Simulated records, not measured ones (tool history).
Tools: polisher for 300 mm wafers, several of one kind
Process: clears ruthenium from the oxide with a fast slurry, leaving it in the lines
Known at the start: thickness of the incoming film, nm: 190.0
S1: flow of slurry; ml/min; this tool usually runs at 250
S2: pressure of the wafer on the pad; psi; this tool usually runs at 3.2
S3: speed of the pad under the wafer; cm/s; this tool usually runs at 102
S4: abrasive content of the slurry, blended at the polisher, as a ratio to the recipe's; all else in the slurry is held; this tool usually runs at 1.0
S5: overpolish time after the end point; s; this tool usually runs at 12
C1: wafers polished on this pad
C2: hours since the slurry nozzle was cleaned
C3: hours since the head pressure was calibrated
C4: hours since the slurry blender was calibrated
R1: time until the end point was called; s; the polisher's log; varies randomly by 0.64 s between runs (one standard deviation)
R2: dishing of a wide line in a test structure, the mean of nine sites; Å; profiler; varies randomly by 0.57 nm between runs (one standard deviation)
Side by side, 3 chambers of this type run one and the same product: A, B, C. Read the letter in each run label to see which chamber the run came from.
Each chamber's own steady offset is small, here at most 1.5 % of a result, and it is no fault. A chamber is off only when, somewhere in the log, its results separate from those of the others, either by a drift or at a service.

Run 1A, hour 3.1: usual settings; C1 610; C2 590.8; C3 194.7; C4 57.9. Result: R1 39.583 s, R2 366.59 Å.
Run 2C, hour 5.9: usual settings; C1 930; C2 424.6; C3 205.2; C4 15.1. Result: R1 38.700 s, R2 370.80 Å.
Run 3B, hour 8.3: usual settings; C1 869; C2 91.2; C3 955.8; C4 143.2. Result: R1 39.036 s, R2 370.82 Å.
At hour 11.8: chamber A: worn pad replaced by a new one.
Run 4A, hour 13.1: usual settings; C1 10; C2 600.8; C3 204.7; C4 67.9. Result: R1 37.974 s, R2 364.93 Å.
Run 5B, hour 15.9: usual settings; C1 926; C2 98.8; C3 963.4; C4 150.8. Result: R1 39.859 s, R2 360.69 Å.
Run 6C, hour 19.3: usual settings; C1 1031; C2 438.0; C3 218.6; C4 28.5. Result: R1 39.190 s, R2 365.50 Å.
Run 7A, hour 21.6: usual settings; C1 74; C2 609.3; C3 213.2; C4 76.4. Result: R1 38.218 s, R2 361.27 Å.
Run 8C, hour 25.2: usual settings; C1 1076; C2 443.9; C3 224.5; C4 34.4. Result: R1 38.640 s, R2 367.41 Å.
Run 9B, hour 28.3: usual settings; C1 1020; C2 111.2; C3 975.8; C4 163.2. Result: R1 38.135 s, R2 372.35 Å.
At hour 29.4: chamber A: slurry nozzle cleaned.
Run 10A, hour 32.6: usual settings but S3 128 cm/s, S4 1.2; C1 157; C2 3.3; C3 224.2; C4 87.4. Result: R1 28.746 s, R2 451.15 Å.
Run 11B, hour 36.8: usual settings but S3 128 cm/s, S4 1.2; C1 1085; C2 119.7; C3 984.3; C4 171.7. Result: R1 29.355 s, R2 451.30 Å.
Run 12C, hour 41.5: usual settings but S3 128 cm/s, S4 1.2; C1 1199; C2 460.2; C3 240.8; C4 50.7. Result: R1 28.448 s, R2 433.94 Å.
Run 13B, hour 44.0: usual settings; C1 1139; C2 126.9; C3 991.5; C4 178.9. Result: R1 38.939 s, R2 378.27 Å.
Run 14C, hour 47.2: usual settings but S2 4.3 psi, S5 17 s; C1 1243; C2 465.9; C3 246.5; C4 56.4. Result: R1 28.677 s, R2 538.03 Å.
Run 15A, hour 50.7: usual settings but S2 4.3 psi, S5 17 s; C1 294; C2 21.4; C3 242.3; C4 105.5. Result: R1 28.371 s, R2 536.77 Å.
Run 16B, hour 54.2: usual settings but S2 4.3 psi, S5 17 s; C1 1217; C2 137.1; C3 1001.7; C4 189.1. Result: R1 29.220 s, R2 516.28 Å.
Run 17C, hour 56.9: usual settings; C1 1316; C2 475.6; C3 256.2; C4 66.1. Result: R1 38.362 s, R2 355.10 Å.
Run 18A, hour 59.6: usual settings; C1 362; C2 30.3; C3 251.2; C4 114.4. Result: R1 39.019 s, R2 371.01 Å.
Run 19C, hour 61.8: usual settings; C1 1353; C2 480.5; C3 261.1; C4 71.0. Result: R1 39.060 s, R2 367.61 Å.
At hour 65.9: chamber C: worn pad replaced by a new one.
Run 20A, hour 65.9: usual settings; C1 410; C2 36.6; C3 257.5; C4 120.7. Result: R1 38.732 s, R2 361.77 Å.
Run 21B, hour 68.6: usual settings; C1 1326; C2 151.5; C3 1016.1; C4 203.5. Result: R1 38.855 s, R2 370.26 Å.
At hour 69.4: chamber B: worn pad replaced by a new one.
Run 22B, hour 72.7: usual settings; C1 25; C2 155.6; C3 1020.2; C4 207.6. Result: R1 39.520 s, R2 362.27 Å.
Run 23A, hour 75.3: usual settings; C1 481; C2 46.0; C3 266.9; C4 130.1. Result: R1 39.656 s, R2 360.84 Å.
Run 24C, hour 79.6: usual settings; C1 103; C2 498.3; C3 278.9; C4 88.8. Result: R1 38.832 s, R2 351.46 Å.
Run 25B, hour 83.4: usual settings; C1 106; C2 166.3; C3 1030.9; C4 218.3. Result: R1 39.251 s, R2 363.29 Å.
Run 26C, hour 88.2: usual settings; C1 169; C2 506.9; C3 287.5; C4 97.4. Result: R1 39.102 s, R2 360.95 Å.

Read the log: is a single chamber off, either drifting away or since a service, is the gauge that measures every chamber drifting, or is nothing wrong beyond small per-chamber offsets? Name any odd chamber and what most likely caused it.

The fleet is healthy, with each chamber sitting at its usual small offset and no drift in the gauge.

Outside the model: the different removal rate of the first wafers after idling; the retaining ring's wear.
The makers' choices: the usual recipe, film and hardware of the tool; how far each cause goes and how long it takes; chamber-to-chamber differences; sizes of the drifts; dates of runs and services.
